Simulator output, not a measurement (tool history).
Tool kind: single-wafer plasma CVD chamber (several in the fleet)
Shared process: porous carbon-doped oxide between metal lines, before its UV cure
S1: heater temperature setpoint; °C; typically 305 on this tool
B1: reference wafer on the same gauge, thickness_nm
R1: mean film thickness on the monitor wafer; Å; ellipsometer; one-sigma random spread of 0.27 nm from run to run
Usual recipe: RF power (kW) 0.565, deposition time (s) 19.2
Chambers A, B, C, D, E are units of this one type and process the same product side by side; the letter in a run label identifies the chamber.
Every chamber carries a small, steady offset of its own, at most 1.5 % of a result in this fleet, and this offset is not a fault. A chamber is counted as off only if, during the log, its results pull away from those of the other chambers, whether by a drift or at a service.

Run 1E, day 0.633: usual settings; B1 108. Result: R1 1118.4 Å.
Run 2A, day 0.979: usual settings; B1 108.01. Result: R1 1105.6 Å.
Run 3C, day 1.275: usual settings; B1 108.01. Result: R1 1097.6 Å.
Run 4D, day 1.854: usual settings; B1 108.03. Result: R1 1119.3 Å.
Run 5B, day 2.233: usual settings; B1 108.03. Result: R1 1116.2 Å.
Run 6C, day 2.842: usual settings; B1 108.02. Result: R1 1094.8 Å.
Run 7D, day 3.25: usual settings; B1 107.99. Result: R1 1112.1 Å.
Run 8E, day 3.546: usual settings; B1 107.98. Result: R1 1110.8 Å.
Run 9A, day 4.004: usual settings; B1 108. Result: R1 1107.2 Å.
Run 10B, day 4.579: usual settings; B1 107.97. Result: R1 1115.8 Å.
Run 11D, day 5.233: usual settings; B1 107.99. Result: R1 1120.1 Å.
Run 12C, day 5.904: usual settings; B1 107.99. Result: R1 1097.1 Å.
Run 13A, day 6.521: usual settings; B1 108.08. Result: R1 1107.7 Å.
Run 14B, day 7.108: usual settings; B1 108.01. Result: R1 1112.1 Å.
At day 7.258: chamber B: thermocouple changed; heater temperature recalibrated.
Run 15E, day 7.542: usual settings; B1 108.02. Result: R1 1115.5 Å.
Run 16A, day 8.046: usual settings; B1 108.01. Result: R1 1103.9 Å.
At day 8.267: chamber E: thermocouple changed; heater temperature recalibrated.
Run 17C, day 8.604: usual settings but deposition time (s) 15.9; B1 107.97. Result: R1 912.01 Å.
Run 18B, day 9.033: usual settings but deposition time (s) 15.9; B1 107.98. Result: R1 926.67 Å.
Run 19E, day 9.504: usual settings but deposition time (s) 15.9; B1 108.03. Result: R1 936.2 Å.
Run 20D, day 9.808: usual settings but deposition time (s) 15.9; B1 108.01. Result: R1 931.77 Å.
Run 21C, day 10.333: usual settings but deposition time (s) 15.9; B1 108.01. Result: R1 916.5 Å.
Run 22B, day 11.012: usual settings; B1 108.01. Result: R1 1111.7 Å.
Run 23A, day 11.642: usual settings; B1 108.07. Result: R1 1103.3 Å.
Run 24E, day 11.975: usual settings; B1 107.95. Result: R1 1130.9 Å.
Run 25D, day 12.617: usual settings; B1 108.04. Result: R1 1115.2 Å.
Run 26A, day 13.271: usual settings; B1 107.99. Result: R1 1104.9 Å.
Run 27D, day 13.662: usual settings; B1 108.01. Result: R1 1113.2 Å.
Run 28B, day 14: usual settings; B1 108.03. Result: R1 1115.4 Å.
Run 29E, day 14.562: usual settings; B1 108.02. Result: R1 1127.3 Å.
Run 30C, day 14.983: usual settings; B1 107.91. Result: R1 1095.8 Å.
Run 31D, day 15.412: usual settings; B1 107.96. Result: R1 1114.8 Å.
Run 32B, day 15.779: usual settings; B1 107.97. Result: R1 1114.4 Å.
Run 33C, day 16.404: usual settings; B1 107.99. Result: R1 1097.1 Å.
Run 34A, day 16.7: usual settings; B1 108. Result: R1 1104.4 Å.

Is one chamber out of step, is the gauge drifting, or do the chambers differ by no more than their own small offsets? For an off chamber, give its letter and the likeliest cause.

After it was serviced, chamber E no longer matches the other chambers.
Likeliest cause: wafer temperature below the value expected at the setpoint (K) = 2.53.

Below are 4 candidate recipes for chamber E's next run, each the usual settings with a change, their results shown as question marks. Which of them brings E's results back in line with what the other chambers give on the usual settings?
In-line tolerance around the mean of the other chambers on the usual settings: R1 9.5 Å
Run 35E-1, day 17.192: usual settings but deposition time (s) 19.9. Result: R1 ?.
Run 35E-2, day 17.192: usual settings but S1 304 °C, RF power (kW) 0.58. Result: R1 ?.
Run 35E-3, day 17.192: usual settings but S1 309 °C. Result: R1 ?.
Run 35E-4, day 17.192: usual settings but RF power (kW) 0.535. Result: R1 ?.

What the other chambers average on the usual settings: R1 1107.3 Å
  run      R1
35E-1  1168.5
35E-2  1154.7
35E-3  1104.3
35E-4  1088.9
Change 35E-3 lands the chamber within the allowed miss of the other chambers.
